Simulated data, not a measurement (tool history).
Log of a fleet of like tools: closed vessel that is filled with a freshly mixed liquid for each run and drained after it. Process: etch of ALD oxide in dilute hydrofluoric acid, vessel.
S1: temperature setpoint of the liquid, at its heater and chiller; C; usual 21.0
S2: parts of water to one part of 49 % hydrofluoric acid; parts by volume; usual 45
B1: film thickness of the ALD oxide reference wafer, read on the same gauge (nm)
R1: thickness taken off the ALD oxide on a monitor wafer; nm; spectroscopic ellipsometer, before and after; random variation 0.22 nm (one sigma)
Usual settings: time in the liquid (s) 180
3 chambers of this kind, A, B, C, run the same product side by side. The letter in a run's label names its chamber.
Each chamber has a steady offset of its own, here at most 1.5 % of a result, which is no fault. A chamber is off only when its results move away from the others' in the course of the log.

{"run": "1B", "hour": 5.7, "S1": 21.0, "S2": 45, "time in the liquid (s)": 180, "B1": 110.02, "R1": 51.151}
{"run": "2C", "hour": 9.3, "S1": 21.0, "S2": 45, "time in the liquid (s)": 180, "B1": 110.0, "R1": 51.5}
{"run": "3A", "hour": 13.6, "S1": 21.0, "S2": 45, "time in the liquid (s)": 180, "B1": 110.03, "R1": 51.469}
{"run": "4A", "hour": 19.0, "S1": 21.0, "S2": 45, "time in the liquid (s)": 180, "B1": 110.02, "R1": 51.062}
{"run": "5C", "hour": 24.6, "S1": 21.0, "S2": 45, "time in the liquid (s)": 180, "B1": 109.99, "R1": 51.237}
{"run": "6B", "hour": 28.6, "S1": 21.0, "S2": 45, "time in the liquid (s)": 180, "B1": 110.01, "R1": 51.468}
{"run": "7B", "hour": 34.3, "S1": 21.0, "S2": 45, "time in the liquid (s)": 180, "B1": 110.03, "R1": 51.34}
{"run": "8C", "hour": 37.8, "S1": 21.0, "S2": 45, "time in the liquid (s)": 180, "B1": 110.03, "R1": 51.418}
{"run": "9A", "hour": 40.6, "S1": 21.0, "S2": 45, "time in the liquid (s)": 180, "B1": 109.96, "R1": 51.152}
{"run": "10B", "hour": 44.5, "S1": 21.0, "S2": 45, "time in the liquid (s)": 180, "B1": 109.96, "R1": 51.557}
{"run": "11C", "hour": 47.8, "S1": 21.0, "S2": 45, "time in the liquid (s)": 180, "B1": 109.94, "R1": 51.6}
{"run": "12A", "hour": 52.3, "S1": 25.0, "S2": 35, "time in the liquid (s)": 180, "B1": 109.99, "R1": 77.916}
{"run": "13C", "hour": 57.4, "S1": 25.0, "S2": 35, "time in the liquid (s)": 180, "B1": 110.04, "R1": 79.66}
{"run": "14B", "hour": 62.9, "S1": 25.0, "S2": 35, "time in the liquid (s)": 180, "B1": 109.98, "R1": 79.506}
{"run": "15A", "hour": 65.7, "S1": 21.0, "S2": 45, "time in the liquid (s)": 180, "B1": 109.96, "R1": 51.092}
{"run": "16B", "hour": 71.7, "S1": 21.0, "S2": 45, "time in the liquid (s)": 180, "B1": 109.98, "R1": 51.737}
{"run": "17C", "hour": 77.1, "S1": 17.0, "S2": 45, "time in the liquid (s)": 270, "B1": 109.98, "R1": 65.097}
{"run": "18A", "hour": 81.8, "S1": 17.0, "S2": 45, "time in the liquid (s)": 270, "B1": 109.96, "R1": 64.93}
{"run": "19B", "hour": 85.7, "S1": 17.0, "S2": 45, "time in the liquid (s)": 270, "B1": 110.0, "R1": 65.408}
{"run": "20C", "hour": 89.9, "S1": 21.0, "S2": 45, "time in the liquid (s)": 180, "B1": 110.01, "R1": 51.215}
{"run": "21A", "hour": 95.3, "S1": 21.0, "S2": 45, "time in the liquid (s)": 180, "B1": 109.96, "R1": 51.465}
{"run": "22B", "hour": 98.8, "S1": 21.0, "S2": 45, "time in the liquid (s)": 265, "B1": 109.99, "R1": 75.903}
{"hour": 100.1, "done": "chamber A: thermometer replaced"}
{"run": "23A", "hour": 102.8, "S1": 21.0, "S2": 45, "time in the liquid (s)": 265, "B1": 110.02, "R1": 75.281}
{"run": "24C", "hour": 108.2, "S1": 21.0, "S2": 45, "time in the liquid (s)": 265, "B1": 109.95, "R1": 76.055}
{"run": "25B", "hour": 112.3, "S1": 18.5, "S2": 45, "time in the liquid (s)": 180, "B1": 109.99, "R1": 46.125}
{"run": "26C", "hour": 115.7, "S1": 18.5, "S2": 45, "time in the liquid (s)": 180, "B1": 110.0, "R1": 46.537}
{"run": "27A", "hour": 118.7, "S1": 18.5, "S2": 45, "time in the liquid (s)": 180, "B1": 110.02, "R1": 45.976}
{"run": "28B", "hour": 121.8, "S1": 21.0, "S2": 45, "time in the liquid (s)": 180, "B1": 109.99, "R1": 51.628}
{"run": "29A", "hour": 124.7, "S1": 21.0, "S2": 45, "time in the liquid (s)": 180, "B1": 109.97, "R1": 51.054}
{"run": "30C", "hour": 127.9, "S1": 21.0, "S2": 45, "time in the liquid (s)": 180, "B1": 109.99, "R1": 51.564}
{"run": "31C", "hour": 132.0, "S1": 21.0, "S2": 45, "time in the liquid (s)": 180, "B1": 109.99, "R1": 51.862}
{"run": "32B", "hour": 137.3, "S1": 21.0, "S2": 45, "time in the liquid (s)": 180, "B1": 110.0, "R1": 51.472}

Is one chamber off against the others, does the gauge drift, or is nothing wrong? If a chamber is off, say which, and what the likeliest cause is.

No chamber stands off beyond its own small offset, and the gauge holds steady.
